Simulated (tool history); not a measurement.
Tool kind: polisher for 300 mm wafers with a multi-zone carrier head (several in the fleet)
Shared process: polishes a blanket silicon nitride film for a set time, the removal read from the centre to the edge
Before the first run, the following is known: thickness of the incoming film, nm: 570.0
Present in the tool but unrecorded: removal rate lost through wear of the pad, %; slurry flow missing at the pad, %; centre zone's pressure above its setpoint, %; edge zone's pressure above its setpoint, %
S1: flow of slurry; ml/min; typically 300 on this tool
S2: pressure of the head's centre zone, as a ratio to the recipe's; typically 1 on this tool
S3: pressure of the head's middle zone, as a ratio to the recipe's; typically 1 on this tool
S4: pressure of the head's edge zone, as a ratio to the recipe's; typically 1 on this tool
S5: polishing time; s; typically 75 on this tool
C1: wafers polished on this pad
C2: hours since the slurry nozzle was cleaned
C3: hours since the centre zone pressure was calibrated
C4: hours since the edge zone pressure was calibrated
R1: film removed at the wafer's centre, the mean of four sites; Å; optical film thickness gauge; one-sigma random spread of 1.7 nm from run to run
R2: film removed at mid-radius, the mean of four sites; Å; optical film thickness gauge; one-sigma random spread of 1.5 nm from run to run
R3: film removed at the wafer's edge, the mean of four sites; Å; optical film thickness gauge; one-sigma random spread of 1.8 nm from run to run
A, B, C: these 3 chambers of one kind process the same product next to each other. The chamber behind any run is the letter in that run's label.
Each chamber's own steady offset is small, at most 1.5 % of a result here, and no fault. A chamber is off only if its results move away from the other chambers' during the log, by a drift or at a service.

run	hour	S1	S2	S3	S4	S5	C1	C2	C3	C4	R1	R2	R3
1B	4.5	300	1	1	1	75	671	353.8	594.7	88.1	1845.2	1869.3	1855.4
# hour 4.9: chamber A: worn pad replaced by a new one
# hour 6.1: chamber B: worn pad replaced by a new one
2C	8.3	300	1	1	1	75	825	173.8	1247.3	742.8	1823.5	1849.8	1859.1
3A	14.8	300	1	1	1	75	98	173	581.4	747.7	1879.8	1879.8	1866.3
4C	19.9	300	1	1	1	75	940	185.4	1258.9	754.4	1846	1858.9	1891.6
# hour 20.1: chamber B: slurry nozzle cleaned
5A	23	300	1	1	1	75	179	181.2	589.6	755.9	1857.6	1857.7	1888.3
6B	27.9	300	1	1	1	75	215	7.8	618.1	111.5	1842.7	1892.3	1882.8
7A	31.5	300	1	1	1	75	263	189.7	598.1	764.4	1843.8	1873.9	1860.7
8C	36.2	300	1	0.96	1	75	1101	201.7	1275.2	770.7	1863.2	1795.1	1871.3
9B	40.6	300	1	0.96	1	75	340	20.5	630.8	124.2	1858.5	1797.1	1897.4
10B	44.2	300	1	0.96	1	75	376	24.1	634.4	127.8	1881.5	1827.3	1890.3
11C	50.1	300	1	1	1	75	1238	215.6	1289.1	784.6	1839	1881.5	1868.5
12A	53.2	300	1	0.88	1.07	75	477	211.4	619.8	786.1	1838.6	1651.5	1962.5
13A	57.8	300	1	0.88	1.07	75	522	216	624.4	790.7	1857.5	1654.6	1919.6
# hour 59: chamber A: worn pad replaced by a new one
14B	64.7	300	1	0.88	1.07	75	578	44.6	654.9	148.3	1876.7	1685.4	1938.3
15C	70.3	300	1	1	1	75	1437	235.8	1309.3	804.8	1868.9	1870.4	1876.8
# hour 70.5: chamber B: worn pad replaced by a new one
16A	75.3	300	1	1	1	75	161	233.5	641.9	808.2	1858.8	1873.4	1882.3
17B	79.7	300	1	1	1	75	91	59.6	669.9	163.3	1834.3	1905.1	1874.7
18C	83.1	300	1	1	1	75	1563	248.6	1322.1	817.6	1846.8	1836.8	1828.5
19A	88.5	300	1	0.93	1	75	291	246.7	655.1	821.4	1853	1754.9	1864.2
20B	93	300	1	0.93	1	75	223	72.9	683.2	176.6	1840.1	1767.1	1858
21C	97.2	300	1	0.93	1	75	1703	262.7	1336.2	831.7	1821.7	1722.6	1856.2
22C	103.5	300	1	1	1	75	1765	269	1342.5	838	1829.9	1804	1844.4
23A	106.9	300	1	1	1	75	472	265.1	673.5	839.8	1847.2	1878.6	1862.4
24B	110.3	300	1	1	1	75	393	90.2	700.5	193.9	1861.6	1865.7	1850.6
# hour 113.7: chamber A: worn pad replaced by a new one
25B	115.7	300	1	1	1	75	447	95.6	705.9	199.3	1890.6	1870.3	1893.2
26C	121.2	300	1	1	1	75	1939	286.7	1360.2	855.7	1786.1	1821.9	1826.1
27A	126.3	370	1	1	1.09	75	125	284.5	692.9	859.2	1901.3	1886	1946.6
28B	131.1	370	1	1	1.09	75	599	111	721.3	214.7	1912.2	1933.9	2005.7
# hour 131.8: chamber B: worn pad replaced by a new one
29A	137	370	1	1	1.09	75	230	295.2	703.6	869.9	1864.8	1877.1	1965.7
30C	140.1	300	1	1	1	75	2126	305.6	1379.1	874.6	1781.3	1802.6	1801.6
31A	146.1	355	1	1	1	75	320	304.3	712.7	879	1884.5	1887.4	1898.4
32B	150.3	355	1	1	1	75	182	130.2	740.5	233.9	1893.5	1916.4	1895.8
# hour 155.2: chamber C: centre zone pressure recalibrated
33C	156.9	355	1	1	1	75	2292	322.4	1.7	891.4	1797	1804.7	1811.3
34C	160.5	300	1	1	1	75	2327	326	5.3	895	1732.2	1755.7	1764.9
35B	165.3	300	1	1	1	75	330	145.2	755.5	248.9	1805.6	1850.1	1875
# hour 166.1: chamber A: worn pad replaced by a new one
36A	172	300	1	1	1	75	58	330.2	738.6	904.9	1880.5	1859	1878

All chambers now run identical settings, listed one chamber a line with results as question marks. What results will each chamber show?
37A	176.9	245	1	1	1	75					?	?	?
37B	176.9	245	1	1	1	75					?	?	?
37C	176.9	245	1	1	1	75					?	?	?

run	R1	R2	R3
37A	1821.4	1799	1868.4
37B	1800.7	1831.7	1877.2
37C	1711.7	1687.2	1708

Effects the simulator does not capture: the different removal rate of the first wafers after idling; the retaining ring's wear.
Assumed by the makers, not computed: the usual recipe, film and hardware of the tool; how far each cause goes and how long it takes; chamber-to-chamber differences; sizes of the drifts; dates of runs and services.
